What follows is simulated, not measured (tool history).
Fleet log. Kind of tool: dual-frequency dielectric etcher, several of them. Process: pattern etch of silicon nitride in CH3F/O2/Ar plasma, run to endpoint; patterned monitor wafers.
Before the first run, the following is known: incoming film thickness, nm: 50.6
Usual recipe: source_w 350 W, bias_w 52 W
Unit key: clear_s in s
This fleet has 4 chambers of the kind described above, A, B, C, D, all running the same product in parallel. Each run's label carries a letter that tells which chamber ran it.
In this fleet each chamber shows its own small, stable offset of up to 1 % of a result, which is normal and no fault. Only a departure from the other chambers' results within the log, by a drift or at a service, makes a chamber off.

run     day  source_w  bias_w  clear_s
 1C   0.592       350      52   85.997
      0.625  -- chamber B: wet clean of the chamber
 2D   1.096       350      52   85.274
 3B   1.446       350      52   86.732
 4A    1.95       350      52   84.579
 5A   2.367       350      52   84.964
 6D   2.846       350      52    85.84
 7B   3.429       350      52   85.922
 8C       4       350      52   86.337
 9B   4.458       350      52   85.829
        4.7  -- chamber D: wet clean of the chamber
10C   4.833       350      52   85.842
11D   5.154       350      52   87.759
      5.308  -- chamber C: wet clean of the chamber
12A   5.475       350      52   86.254
13C   5.954       350      52   85.435
14B   6.467       350      42   91.102
15A   6.829       350      42   91.264
16D   7.442       350      42   92.162
17D   7.962       350      42   93.229
18B   8.558       350      59   81.664
19C   8.892       350      59   81.785
20A   9.204       350      59   81.395
21B   9.829       350      59   82.803
      9.888  -- chamber A: wet clean of the chamber
22D  10.288       350      46    89.78
23A  10.846       350      46   89.347
24C  11.408       350      46   89.599
25D  11.783       350      46   89.152
26A  12.217       350      52   84.316
27B  12.675       350      52   86.134
28C  13.192       350      52   84.615
29D  13.654       350      52   87.272
30B  14.062       380      45   87.358

Predict what each chamber gives when all 4 of them run the settings below next.
31A  14.538       350      52        ?
31B  14.538       350      52        ?
31C  14.538       350      52        ?
31D  14.538       350      52        ?

run  clear_s
31A   85.829
31B   86.417
31C   85.343
31D   86.311
